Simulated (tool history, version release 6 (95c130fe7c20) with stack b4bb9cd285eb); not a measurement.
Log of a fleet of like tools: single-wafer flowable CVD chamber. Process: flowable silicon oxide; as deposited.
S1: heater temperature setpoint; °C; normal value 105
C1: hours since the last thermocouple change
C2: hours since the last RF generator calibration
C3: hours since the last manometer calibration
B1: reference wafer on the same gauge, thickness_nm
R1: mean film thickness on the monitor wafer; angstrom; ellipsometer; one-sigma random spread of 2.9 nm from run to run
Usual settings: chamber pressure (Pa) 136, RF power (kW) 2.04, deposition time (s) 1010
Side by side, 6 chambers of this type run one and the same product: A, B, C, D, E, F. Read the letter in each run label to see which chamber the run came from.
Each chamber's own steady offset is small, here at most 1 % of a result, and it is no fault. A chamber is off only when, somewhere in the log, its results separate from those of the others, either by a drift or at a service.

run 1F hour=14.9 | S1=105 chamber_pressure_(Pa)=136 RF_power_(kW)=2.04 deposition_time_(s)=1010 | C1=1408.1 C2=971.7 C3=824.1 | B1=831.96 | R1=7059.9
run 2D hour=30.1 | S1=105 chamber_pressure_(Pa)=136 RF_power_(kW)=2.04 deposition_time_(s)=1010 | C1=1573.7 C2=613.3 C3=957.4 | B1=832.65 | R1=7035.1
run 3B hour=39.2 | S1=105 chamber_pressure_(Pa)=136 RF_power_(kW)=2.04 deposition_time_(s)=1010 | C1=1225.1 C2=1019.4 C3=1141.4 | B1=831.77 | R1=7054.2
run 4A hour=46 | S1=105 chamber_pressure_(Pa)=136 RF_power_(kW)=2.04 deposition_time_(s)=1010 | C1=837.3 C2=432.5 C3=564.6 | B1=831.64 | R1=7096
run 5C hour=56.5 | S1=105 chamber_pressure_(Pa)=119 RF_power_(kW)=2.04 deposition_time_(s)=1010 | C1=1546.1 C2=147.5 C3=1479.6 | B1=831.46 | R1=6014.7
-- hour=61.7 chamber C: capacitance manometer re-zeroed and calibrated
run 6E hour=70.8 | S1=105 chamber_pressure_(Pa)=119 RF_power_(kW)=2.04 deposition_time_(s)=1010 | C1=2081.5 C2=1701.3 C3=89.2 | B1=831.69 | R1=5998.9
run 7B hour=79.1 | S1=105 chamber_pressure_(Pa)=119 RF_power_(kW)=2.04 deposition_time_(s)=1010 | C1=1265 C2=1059.3 C3=1181.3 | B1=832.61 | R1=6009.5
run 8A hour=93.4 | S1=105 chamber_pressure_(Pa)=119 RF_power_(kW)=2.04 deposition_time_(s)=1010 | C1=884.7 C2=479.9 C3=612 | B1=831.91 | R1=5995.2
run 9F hour=102.3 | S1=105 chamber_pressure_(Pa)=119 RF_power_(kW)=2.04 deposition_time_(s)=1010 | C1=1495.5 C2=1059.1 C3=911.5 | B1=832.07 | R1=6007.2
run 10E hour=113 | S1=105 chamber_pressure_(Pa)=119 RF_power_(kW)=2.04 deposition_time_(s)=1010 | C1=2123.7 C2=1743.5 C3=131.4 | B1=832.03 | R1=6000.7
run 11D hour=122.7 | S1=105 chamber_pressure_(Pa)=136 RF_power_(kW)=2.04 deposition_time_(s)=1010 | C1=1666.3 C2=705.9 C3=1050 | B1=831.94 | R1=7016.9
run 12C hour=134.7 | S1=105 chamber_pressure_(Pa)=136 RF_power_(kW)=2.04 deposition_time_(s)=1010 | C1=1624.3 C2=225.7 C3=73 | B1=832.86 | R1=7147.5
run 13F hour=145.4 | S1=105 chamber_pressure_(Pa)=136 RF_power_(kW)=2.04 deposition_time_(s)=1010 | C1=1538.6 C2=1102.2 C3=954.6 | B1=831.65 | R1=7146.2
run 14C hour=157.3 | S1=105 chamber_pressure_(Pa)=136 RF_power_(kW)=2.04 deposition_time_(s)=1010 | C1=1646.9 C2=248.3 C3=95.6 | B1=832.25 | R1=7102.1
-- hour=160 chamber F: thermocouple changed; heater temperature recalibrated
run 15A hour=171.3 | S1=105 chamber_pressure_(Pa)=136 RF_power_(kW)=2.04 deposition_time_(s)=1010 | C1=962.6 C2=557.8 C3=689.9 | B1=832.22 | R1=7055.3
run 16B hour=183 | S1=105 chamber_pressure_(Pa)=136 RF_power_(kW)=2.04 deposition_time_(s)=1010 | C1=1368.9 C2=1163.2 C3=1285.2 | B1=832.19 | R1=7064.6
run 17D hour=195.7 | S1=105 chamber_pressure_(Pa)=136 RF_power_(kW)=2.04 deposition_time_(s)=890 | C1=1739.3 C2=778.9 C3=1123 | B1=831.42 | R1=6208.1
run 18E hour=206.6 | S1=105 chamber_pressure_(Pa)=136 RF_power_(kW)=2.04 deposition_time_(s)=890 | C1=2217.3 C2=1837.1 C3=225 | B1=831.16 | R1=6247.8
run 19A hour=218.7 | S1=105 chamber_pressure_(Pa)=136 RF_power_(kW)=2.04 deposition_time_(s)=890 | C1=1010 C2=605.2 C3=737.3 | B1=832.46 | R1=6222
-- hour=232.4 chamber B: capacitance manometer re-zeroed and calibrated
run 20C hour=233 | S1=105 chamber_pressure_(Pa)=136 RF_power_(kW)=2.04 deposition_time_(s)=890 | C1=1722.6 C2=324 C3=171.3 | B1=832.08 | R1=6268.2
run 21B hour=245.1 | S1=105 chamber_pressure_(Pa)=136 RF_power_(kW)=2.04 deposition_time_(s)=890 | C1=1431 C2=1225.3 C3=12.8 | B1=832.5 | R1=6243
run 22D hour=258.1 | S1=105 chamber_pressure_(Pa)=136 RF_power_(kW)=2.04 deposition_time_(s)=890 | C1=1801.7 C2=841.3 C3=1185.4 | B1=832.03 | R1=6198.2
run 23F hour=269.2 | S1=105 chamber_pressure_(Pa)=136 RF_power_(kW)=2.04 deposition_time_(s)=920 | C1=109.3 C2=1226 C3=1078.4 | B1=832.31 | R1=6115.9
-- hour=276.3 chamber A: thermocouple changed; heater temperature recalibrated
run 24E hour=281.7 | S1=105 chamber_pressure_(Pa)=136 RF_power_(kW)=2.04 deposition_time_(s)=920 | C1=2292.4 C2=1912.2 C3=300.1 | B1=832.17 | R1=6455.6
run 25F hour=292.5 | S1=105 chamber_pressure_(Pa)=136 RF_power_(kW)=2.04 deposition_time_(s)=920 | C1=132.6 C2=1249.3 C3=1101.7 | B1=830.87 | R1=6137.2
run 26C hour=303.2 | S1=105 chamber_pressure_(Pa)=136 RF_power_(kW)=2.04 deposition_time_(s)=920 | C1=1792.8 C2=394.2 C3=241.5 | B1=832.12 | R1=6452.1
run 27B hour=310.4 | S1=105 chamber_pressure_(Pa)=136 RF_power_(kW)=2.04 deposition_time_(s)=920 | C1=1496.3 C2=1290.6 C3=78.1 | B1=831.35 | R1=6455.9
run 28D hour=320.8 | S1=105 chamber_pressure_(Pa)=136 RF_power_(kW)=2.04 deposition_time_(s)=920 | C1=1864.4 C2=904 C3=1248.1 | B1=831.95 | R1=6422.6
run 29A hour=328.6 | S1=105 chamber_pressure_(Pa)=136 RF_power_(kW)=1.9 deposition_time_(s)=1010 | C1=52.3 C2=715.1 C3=847.2 | B1=832.23 | R1=6918.8
-- hour=331 chamber C: thermocouple changed; heater temperature recalibrated
run 30E hour=342.4 | S1=105 chamber_pressure_(Pa)=136 RF_power_(kW)=1.9 deposition_time_(s)=1010 | C1=2353.1 C2=1972.9 C3=360.8 | B1=832.36 | R1=7016.1
run 31F hour=353.2 | S1=105 chamber_pressure_(Pa)=136 RF_power_(kW)=1.9 deposition_time_(s)=1010 | C1=193.3 C2=1310 C3=1162.4 | B1=831.69 | R1=6599.7
-- hour=361.6 chamber E: thermocouple changed; heater temperature recalibrated
run 32D hour=365.4 | S1=105 chamber_pressure_(Pa)=136 RF_power_(kW)=1.9 deposition_time_(s)=1010 | C1=1909 C2=948.6 C3=1292.7 | B1=832.7 | R1=6928.7
run 33A hour=379.6 | S1=105 chamber_pressure_(Pa)=136 RF_power_(kW)=1.9 deposition_time_(s)=1010 | C1=103.3 C2=766.1 C3=898.2 | B1=832.24 | R1=6983.7
run 34C hour=394.1 | S1=105 chamber_pressure_(Pa)=136 RF_power_(kW)=1.9 deposition_time_(s)=1010 | C1=63.1 C2=485.1 C3=332.4 | B1=831.27 | R1=6989.2
run 35E hour=401.3 | S1=105 chamber_pressure_(Pa)=136 RF_power_(kW)=2.04 deposition_time_(s)=1010 | C1=39.7 C2=2031.8 C3=419.7 | B1=831.43 | R1=7085.6
run 36B hour=408.3 | S1=105 chamber_pressure_(Pa)=136 RF_power_(kW)=2.04 deposition_time_(s)=1010 | C1=1594.2 C2=1388.5 C3=176 | B1=832.04 | R1=7063
run 37D hour=416.5 | S1=105 chamber_pressure_(Pa)=136 RF_power_(kW)=2.04 deposition_time_(s)=1010 | C1=1960.1 C2=999.7 C3=1343.8 | B1=832.07 | R1=7065.7
run 38E hour=424.8 | S1=105 chamber_pressure_(Pa)=136 RF_power_(kW)=2.04 deposition_time_(s)=1010 | C1=63.2 C2=2055.3 C3=443.2 | B1=831.94 | R1=7077.2
run 39C hour=439.3 | S1=105 chamber_pressure_(Pa)=136 RF_power_(kW)=2.04 deposition_time_(s)=1010 | C1=108.3 C2=530.3 C3=377.6 | B1=831.67 | R1=7020.3

Each of the 6 chambers runs these same settings next. Fill in every chamber's results:
run 40A hour=450.1 | S1=105 chamber_pressure_(Pa)=136 RF_power_(kW)=2.04 deposition_time_(s)=1010 | R1=?
run 40B hour=450.1 | S1=105 chamber_pressure_(Pa)=136 RF_power_(kW)=2.04 deposition_time_(s)=1010 | R1=?
run 40C hour=450.1 | S1=105 chamber_pressure_(Pa)=136 RF_power_(kW)=2.04 deposition_time_(s)=1010 | R1=?
run 40D hour=450.1 | S1=105 chamber_pressure_(Pa)=136 RF_power_(kW)=2.04 deposition_time_(s)=1010 | R1=?
run 40E hour=450.1 | S1=105 chamber_pressure_(Pa)=136 RF_power_(kW)=2.04 deposition_time_(s)=1010 | R1=?
run 40F hour=450.1 | S1=105 chamber_pressure_(Pa)=136 RF_power_(kW)=2.04 deposition_time_(s)=1010 | R1=?

run=40A R1=7029
run=40B R1=7115.3
run=40C R1=7057.9
run=40D R1=7029.6
run=40E R1=7038.3
run=40F R1=6713.9
